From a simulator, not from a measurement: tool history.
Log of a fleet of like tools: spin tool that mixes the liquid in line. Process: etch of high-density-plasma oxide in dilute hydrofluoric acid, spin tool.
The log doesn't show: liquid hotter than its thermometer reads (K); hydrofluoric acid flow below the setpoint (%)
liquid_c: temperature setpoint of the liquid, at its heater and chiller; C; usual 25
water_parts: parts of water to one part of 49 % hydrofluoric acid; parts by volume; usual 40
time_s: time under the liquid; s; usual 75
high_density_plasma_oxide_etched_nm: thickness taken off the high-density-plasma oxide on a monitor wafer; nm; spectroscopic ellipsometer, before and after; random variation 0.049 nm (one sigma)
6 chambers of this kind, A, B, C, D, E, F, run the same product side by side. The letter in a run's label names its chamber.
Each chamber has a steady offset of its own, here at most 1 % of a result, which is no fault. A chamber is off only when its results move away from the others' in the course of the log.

run   hour  liquid_c  water_parts  time_s  hours since the thermometer was replaced  hours since the hydrofluoric acid flow meter was replaced  read-back film thickness of the high-density-plasma oxide reference wafer, read on the same gauge (nm)  high_density_plasma_oxide_etched_nm
 1D    8.9        25           40      75                                    1780.2                                                     1066.1                                                                                                   29.99                               10.785
 2E   13.9        25           40      75                                    1420.2                                                        802                                                                                                  30.005                               10.828
 3C   22.6        25           40      75                                    1126.6                                                      448.3                                                                                                  29.994                               10.782
 4A   26.8        25           40      75                                    1687.6                                                       46.3                                                                                                  29.978                                10.84
 5B   35.4      29.5           55      75                                     729.1                                                     1068.2                                                                                                  30.012                               9.1408
 6F   44.1      29.5           55      75                                     472.5                                                      733.1                                                                                                  29.997                               9.2895
      51.2  -- chamber C: hydrofluoric acid flow meter replaced
 7B   51.9      29.5           55      75                                     745.6                                                     1084.7                                                                                                  30.002                               9.2096
 8F   57.1      29.5           55      75                                     485.5                                                      746.1                                                                                                  30.008                               9.2675
 9E   62.3      29.5           55      75                                    1468.6                                                      850.4                                                                                                   29.99                               9.2167
10A   68.5      29.5           55      75                                    1729.3                                                         88                                                                                                  29.992                               9.2368
11C     76        25           40      75                                      1180                                                       24.9                                                                                                  29.996                               10.776
12D   83.9        25           40      75                                    1855.2                                                     1141.1                                                                                                  30.002                               10.798
13F   88.7        25           25      30                                     517.1                                                      777.7                                                                                                  29.985                               7.0033
14B     96        25           25      30                                     789.7                                                     1128.8                                                                                                  29.997                                7.074
15C  104.5        25           25      30                                    1208.5                                                       53.4                                                                                                  29.999                               7.0221
16D  112.4        25           25      30                                    1883.7                                                     1169.6                                                                                                  29.999                               7.0623
17E  119.4        25           25      30                                    1525.7                                                      907.5                                                                                                  29.983                               7.1468
18A  126.1        25           25      30                                    1786.9                                                      145.6                                                                                                  29.998                               7.0456
19F  132.1        25           40      75                                     560.5                                                      821.1                                                                                                  30.006                               10.757
20A  136.6        25           40      75                                    1797.4                                                      156.1                                                                                                  30.005                               10.806
21B  144.2        25           40      75                                     837.9                                                       1177                                                                                                  29.999                               10.865
22D  148.7        25           40      75                                      1920                                                     1205.9                                                                                                  30.013                               10.719
     153.1  -- chamber A: thermometer replaced
23C  155.4        25           40      75                                    1259.4                                                      104.3                                                                                                  29.996                               10.776
24E    164        25           40      75                                    1570.3                                                      952.1                                                                                                  29.992                               10.771
25B  172.9        25           60     100                                     866.6                                                     1205.7                                                                                                  29.983                               9.4763
26D  180.2        25           60     100                                    1951.5                                                     1237.4                                                                                                  30.019                               9.2931
27A  186.6        25           60     100                                      33.5                                                      206.1                                                                                                  30.009                               9.3722
28E  194.6        25           60     100                                    1600.9                                                      982.7                                                                                                  30.005                               9.3286
29F  202.7        25           60     100                                     631.1                                                      891.7                                                                                                  30.002                               9.4346
30C  208.1        25           60     100                                    1312.1                                                        157                                                                                                  30.018                               9.2935
31C  213.9        25           40      75                                    1317.9                                                      162.8                                                                                                  29.999                               10.865
32B  220.8        25           40      75                                     914.5                                                     1253.6                                                                                                  30.002                               11.113
33F    226        25           40      75                                     654.4                                                        915                                                                                                  30.014                               10.872
34D  231.4        25           40      75                                    2002.7                                                     1288.6                                                                                                   30.01                               10.814
35E  236.3        25           40      75                                    1642.6                                                     1024.4                                                                                                  30.003                               10.797
36A  245.1        25           40      75                                        92                                                      264.6                                                                                                  30.007                               10.845

Next, every chamber runs the same settings. What will each give?
37A  251.6        25           50      75                                                                                                                                                                                                                                                 ?
37B  251.6        25           50      75                                                                                                                                                                                                                                                 ?
37C  251.6        25           50      75                                                                                                                                                                                                                                                 ?
37D  251.6        25           50      75                                                                                                                                                                                                                                                 ?
37E  251.6        25           50      75                                                                                                                                                                                                                                                 ?
37F  251.6        25           50      75                                                                                                                                                                                                                                                 ?

run  high_density_plasma_oxide_etched_nm
37A                               8.5631
37B                               8.8861
37C                                8.577
37D                               8.5019
37E                               8.4368
37F                               8.5993
